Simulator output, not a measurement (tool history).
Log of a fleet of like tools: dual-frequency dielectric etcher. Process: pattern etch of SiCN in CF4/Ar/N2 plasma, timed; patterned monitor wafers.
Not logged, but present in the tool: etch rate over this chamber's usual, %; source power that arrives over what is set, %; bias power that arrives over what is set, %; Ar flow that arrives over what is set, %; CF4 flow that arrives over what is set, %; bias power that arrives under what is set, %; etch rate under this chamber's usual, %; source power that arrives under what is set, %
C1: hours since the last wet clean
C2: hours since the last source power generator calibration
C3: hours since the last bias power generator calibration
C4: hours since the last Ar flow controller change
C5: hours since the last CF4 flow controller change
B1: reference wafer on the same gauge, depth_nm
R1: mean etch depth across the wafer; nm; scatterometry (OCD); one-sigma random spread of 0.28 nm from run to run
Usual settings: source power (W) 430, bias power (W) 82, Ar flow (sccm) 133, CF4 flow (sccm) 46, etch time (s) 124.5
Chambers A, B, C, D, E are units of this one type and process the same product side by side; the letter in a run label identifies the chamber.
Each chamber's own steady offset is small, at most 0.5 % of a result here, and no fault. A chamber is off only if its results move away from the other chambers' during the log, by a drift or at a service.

{"run": "1D", "day": 0.312, "source power (W)": 430, "bias power (W)": 82, "Ar flow (sccm)": 133, "CF4 flow (sccm)": 46, "etch time (s)": 124.5, "C1": 73.7, "C2": 2131.4, "C3": 999.2, "C4": 1472.6, "C5": 2990.8, "B1": 114.51, "R1": 97.2}
{"run": "2C", "day": 0.638, "source power (W)": 430, "bias power (W)": 82, "Ar flow (sccm)": 133, "CF4 flow (sccm)": 46, "etch time (s)": 124.5, "C1": 19.1, "C2": 4648.6, "C3": 687.2, "C4": 2134.0, "C5": 2001.4, "B1": 114.47, "R1": 96.808}
{"run": "3B", "day": 1.05, "source power (W)": 430, "bias power (W)": 82, "Ar flow (sccm)": 133, "CF4 flow (sccm)": 46, "etch time (s)": 124.5, "C1": 386.8, "C2": 967.0, "C3": 669.4, "C4": 2559.2, "C5": 3223.3, "B1": 114.53, "R1": 96.999}
{"run": "4A", "day": 1.379, "source power (W)": 430, "bias power (W)": 82, "Ar flow (sccm)": 133, "CF4 flow (sccm)": 46, "etch time (s)": 124.5, "C1": 367.6, "C2": 470.8, "C3": 2013.3, "C4": 5087.1, "C5": 716.2, "B1": 114.54, "R1": 96.26}
{"run": "5E", "day": 1.812, "source power (W)": 430, "bias power (W)": 82, "Ar flow (sccm)": 133, "CF4 flow (sccm)": 46, "etch time (s)": 124.5, "C1": 317.4, "C2": 3069.8, "C3": 1655.6, "C4": 357.4, "C5": 1050.0, "B1": 114.43, "R1": 96.594}
{"run": "6B", "day": 2.142, "source power (W)": 430, "bias power (W)": 82, "Ar flow (sccm)": 133, "CF4 flow (sccm)": 46, "etch time (s)": 124.5, "C1": 413.0, "C2": 993.2, "C3": 695.6, "C4": 2585.4, "C5": 3249.5, "B1": 114.45, "R1": 96.989}
{"run": "7C", "day": 2.467, "source power (W)": 430, "bias power (W)": 82, "Ar flow (sccm)": 133, "CF4 flow (sccm)": 46, "etch time (s)": 124.5, "C1": 63.0, "C2": 4692.5, "C3": 731.1, "C4": 2177.9, "C5": 2045.3, "B1": 114.51, "R1": 96.701}
{"run": "8D", "day": 2.796, "source power (W)": 430, "bias power (W)": 82, "Ar flow (sccm)": 145, "CF4 flow (sccm)": 42, "etch time (s)": 124.5, "C1": 133.3, "C2": 2191.0, "C3": 1058.8, "C4": 1532.2, "C5": 3050.4, "B1": 114.56, "R1": 93.988}
{"run": "9A", "day": 3.054, "source power (W)": 430, "bias power (W)": 82, "Ar flow (sccm)": 145, "CF4 flow (sccm)": 42, "etch time (s)": 124.5, "C1": 407.8, "C2": 511.0, "C3": 2053.5, "C4": 5127.3, "C5": 756.4, "B1": 114.41, "R1": 93.834}
{"day": 3.133, "done": "chamber A: wet clean of the chamber"}
{"run": "10E", "day": 3.562, "source power (W)": 430, "bias power (W)": 82, "Ar flow (sccm)": 145, "CF4 flow (sccm)": 42, "etch time (s)": 124.5, "C1": 359.4, "C2": 3111.8, "C3": 1697.6, "C4": 399.4, "C5": 1092.0, "B1": 114.49, "R1": 93.811}
{"day": 3.612, "done": "chamber B: wet clean of the chamber"}
{"run": "11A", "day": 3.967, "source power (W)": 430, "bias power (W)": 82, "Ar flow (sccm)": 145, "CF4 flow (sccm)": 42, "etch time (s)": 124.5, "C1": 20.1, "C2": 532.9, "C3": 2075.4, "C4": 5149.2, "C5": 778.3, "B1": 114.48, "R1": 94.338}
{"run": "12C", "day": 4.283, "source power (W)": 430, "bias power (W)": 82, "Ar flow (sccm)": 145, "CF4 flow (sccm)": 42, "etch time (s)": 124.5, "C1": 106.6, "C2": 4736.1, "C3": 774.7, "C4": 2221.5, "C5": 2088.9, "B1": 114.48, "R1": 93.736}
{"run": "13D", "day": 4.779, "source power (W)": 430, "bias power (W)": 82, "Ar flow (sccm)": 133, "CF4 flow (sccm)": 46, "etch time (s)": 124.5, "C1": 180.9, "C2": 2238.6, "C3": 1106.4, "C4": 1579.8, "C5": 3098.0, "B1": 114.47, "R1": 97.506}
{"run": "14E", "day": 5.117, "source power (W)": 430, "bias power (W)": 72, "Ar flow (sccm)": 133, "CF4 flow (sccm)": 52, "etch time (s)": 124.5, "C1": 396.7, "C2": 3149.1, "C3": 1734.9, "C4": 436.7, "C5": 1129.3, "B1": 114.55, "R1": 93.777}
{"run": "15B", "day": 5.671, "source power (W)": 430, "bias power (W)": 72, "Ar flow (sccm)": 133, "CF4 flow (sccm)": 52, "etch time (s)": 124.5, "C1": 49.4, "C2": 1077.9, "C3": 780.3, "C4": 2670.1, "C5": 3334.2, "B1": 114.46, "R1": 94.064}
{"run": "16D", "day": 5.929, "source power (W)": 430, "bias power (W)": 72, "Ar flow (sccm)": 133, "CF4 flow (sccm)": 52, "etch time (s)": 124.5, "C1": 208.5, "C2": 2266.2, "C3": 1134.0, "C4": 1607.4, "C5": 3125.6, "B1": 114.43, "R1": 94.145}
{"run": "17B", "day": 6.267, "source power (W)": 430, "bias power (W)": 72, "Ar flow (sccm)": 133, "CF4 flow (sccm)": 52, "etch time (s)": 124.5, "C1": 63.7, "C2": 1092.2, "C3": 794.6, "C4": 2684.4, "C5": 3348.5, "B1": 114.41, "R1": 94.235}
{"run": "18E", "day": 6.758, "source power (W)": 430, "bias power (W)": 72, "Ar flow (sccm)": 133, "CF4 flow (sccm)": 52, "etch time (s)": 124.5, "C1": 436.1, "C2": 3188.5, "C3": 1774.3, "C4": 476.1, "C5": 1168.7, "B1": 114.46, "R1": 93.47}
{"run": "19C", "day": 7.012, "source power (W)": 430, "bias power (W)": 82, "Ar flow (sccm)": 133, "CF4 flow (sccm)": 46, "etch time (s)": 124.5, "C1": 172.1, "C2": 4801.6, "C3": 840.2, "C4": 2287.0, "C5": 2154.4, "B1": 114.57, "R1": 96.211}
{"run": "20A", "day": 7.35, "source power (W)": 430, "bias power (W)": 82, "Ar flow (sccm)": 133, "CF4 flow (sccm)": 46, "etch time (s)": 124.5, "C1": 101.3, "C2": 614.1, "C3": 2156.6, "C4": 5230.4, "C5": 859.5, "B1": 114.6, "R1": 96.595}
{"day": 7.612, "done": "chamber D: source power generator calibrated"}
{"run": "21B", "day": 7.85, "source power (W)": 430, "bias power (W)": 82, "Ar flow (sccm)": 133, "CF4 flow (sccm)": 46, "etch time (s)": 124.5, "C1": 101.7, "C2": 1130.2, "C3": 832.6, "C4": 2722.4, "C5": 3386.5, "B1": 114.38, "R1": 97.029}
{"run": "22C", "day": 8.196, "source power (W)": 430, "bias power (W)": 82, "Ar flow (sccm)": 133, "CF4 flow (sccm)": 46, "etch time (s)": 124.5, "C1": 200.5, "C2": 4830.0, "C3": 868.6, "C4": 2315.4, "C5": 2182.8, "B1": 114.5, "R1": 96.285}
{"run": "23D", "day": 8.517, "source power (W)": 430, "bias power (W)": 82, "Ar flow (sccm)": 133, "CF4 flow (sccm)": 46, "etch time (s)": 124.5, "C1": 270.6, "C2": 21.8, "C3": 1196.1, "C4": 1669.5, "C5": 3187.7, "B1": 114.46, "R1": 95.072}
{"run": "24A", "day": 9.104, "source power (W)": 430, "bias power (W)": 82, "Ar flow (sccm)": 133, "CF4 flow (sccm)": 46, "etch time (s)": 124.5, "C1": 143.4, "C2": 656.2, "C3": 2198.7, "C4": 5272.5, "C5": 901.6, "B1": 114.52, "R1": 96.415}
{"run": "25E", "day": 9.388, "source power (W)": 430, "bias power (W)": 82, "Ar flow (sccm)": 133, "CF4 flow (sccm)": 46, "etch time (s)": 124.5, "C1": 499.2, "C2": 3251.6, "C3": 1837.4, "C4": 539.2, "C5": 1231.8, "B1": 114.49, "R1": 97.149}
{"run": "26E", "day": 9.812, "source power (W)": 430, "bias power (W)": 82, "Ar flow (sccm)": 133, "CF4 flow (sccm)": 46, "etch time (s)": 124.5, "C1": 509.4, "C2": 3261.8, "C3": 1847.6, "C4": 549.4, "C5": 1242.0, "B1": 114.46, "R1": 96.31}
{"run": "27B", "day": 10.379, "source power (W)": 430, "bias power (W)": 82, "Ar flow (sccm)": 133, "CF4 flow (sccm)": 46, "etch time (s)": 124.5, "C1": 162.4, "C2": 1190.9, "C3": 893.3, "C4": 2783.1, "C5": 3447.2, "B1": 114.47, "R1": 97.2}
{"run": "28A", "day": 10.858, "source power (W)": 430, "bias power (W)": 82, "Ar flow (sccm)": 133, "CF4 flow (sccm)": 53, "etch time (s)": 124.5, "C1": 185.5, "C2": 698.3, "C3": 2240.8, "C4": 5314.6, "C5": 943.7, "B1": 114.5, "R1": 98.916}
{"run": "29C", "day": 11.25, "source power (W)": 430, "bias power (W)": 82, "Ar flow (sccm)": 133, "CF4 flow (sccm)": 53, "etch time (s)": 124.5, "C1": 273.8, "C2": 4903.3, "C3": 941.9, "C4": 2388.7, "C5": 2256.1, "B1": 114.48, "R1": 98.872}
{"run": "30D", "day": 11.579, "source power (W)": 430, "bias power (W)": 82, "Ar flow (sccm)": 133, "CF4 flow (sccm)": 53, "etch time (s)": 124.5, "C1": 344.1, "C2": 95.3, "C3": 1269.6, "C4": 1743.0, "C5": 3261.2, "B1": 114.53, "R1": 96.613}
{"run": "31D", "day": 12.033, "source power (W)": 430, "bias power (W)": 82, "Ar flow (sccm)": 133, "CF4 flow (sccm)": 53, "etch time (s)": 124.5, "C1": 355.0, "C2": 106.2, "C3": 1280.5, "C4": 1753.9, "C5": 3272.1, "B1": 114.48, "R1": 96.496}
{"run": "32B", "day": 12.429, "source power (W)": 430, "bias power (W)": 82, "Ar flow (sccm)": 133, "CF4 flow (sccm)": 53, "etch time (s)": 124.5, "C1": 211.6, "C2": 1240.1, "C3": 942.5, "C4": 2832.3, "C5": 3496.4, "B1": 114.52, "R1": 99.143}
{"run": "33C", "day": 12.996, "source power (W)": 430, "bias power (W)": 82, "Ar flow (sccm)": 133, "CF4 flow (sccm)": 46, "etch time (s)": 124.5, "C1": 315.7, "C2": 4945.2, "C3": 983.8, "C4": 2430.6, "C5": 2298.0, "B1": 114.49, "R1": 96.749}
{"run": "34E", "day": 13.283, "source power (W)": 430, "bias power (W)": 82, "Ar flow (sccm)": 133, "CF4 flow (sccm)": 46, "etch time (s)": 124.5, "C1": 592.7, "C2": 3345.1, "C3": 1930.9, "C4": 632.7, "C5": 1325.3, "B1": 114.51, "R1": 96.511}
{"run": "35A", "day": 13.8, "source power (W)": 430, "bias power (W)": 82, "Ar flow (sccm)": 133, "CF4 flow (sccm)": 46, "etch time (s)": 124.5, "C1": 256.1, "C2": 768.9, "C3": 2311.4, "C4": 5385.2, "C5": 1014.3, "B1": 114.51, "R1": 96.342}
{"run": "36D", "day": 14.083, "source power (W)": 430, "bias power (W)": 82, "Ar flow (sccm)": 133, "CF4 flow (sccm)": 46, "etch time (s)": 124.5, "C1": 404.2, "C2": 155.4, "C3": 1329.7, "C4": 1803.1, "C5": 3321.3, "B1": 114.51, "R1": 94.225}

Predict what each chamber gives when all 5 of them run the settings below next.
{"run": "37A", "day": 14.508, "source power (W)": 430, "bias power (W)": 82, "Ar flow (sccm)": 133, "CF4 flow (sccm)": 46, "etch time (s)": 96.0, "R1": "?"}
{"run": "37B", "day": 14.508, "source power (W)": 430, "bias power (W)": 82, "Ar flow (sccm)": 133, "CF4 flow (sccm)": 46, "etch time (s)": 96.0, "R1": "?"}
{"run": "37C", "day": 14.508, "source power (W)": 430, "bias power (W)": 82, "Ar flow (sccm)": 133, "CF4 flow (sccm)": 46, "etch time (s)": 96.0, "R1": "?"}
{"run": "37D", "day": 14.508, "source power (W)": 430, "bias power (W)": 82, "Ar flow (sccm)": 133, "CF4 flow (sccm)": 46, "etch time (s)": 96.0, "R1": "?"}
{"run": "37E", "day": 14.508, "source power (W)": 430, "bias power (W)": 82, "Ar flow (sccm)": 133, "CF4 flow (sccm)": 46, "etch time (s)": 96.0, "R1": "?"}

run=37A R1=74.645
run=37B R1=74.702
run=37C R1=74.776
run=37D R1=72.591
run=37E R1=74.310
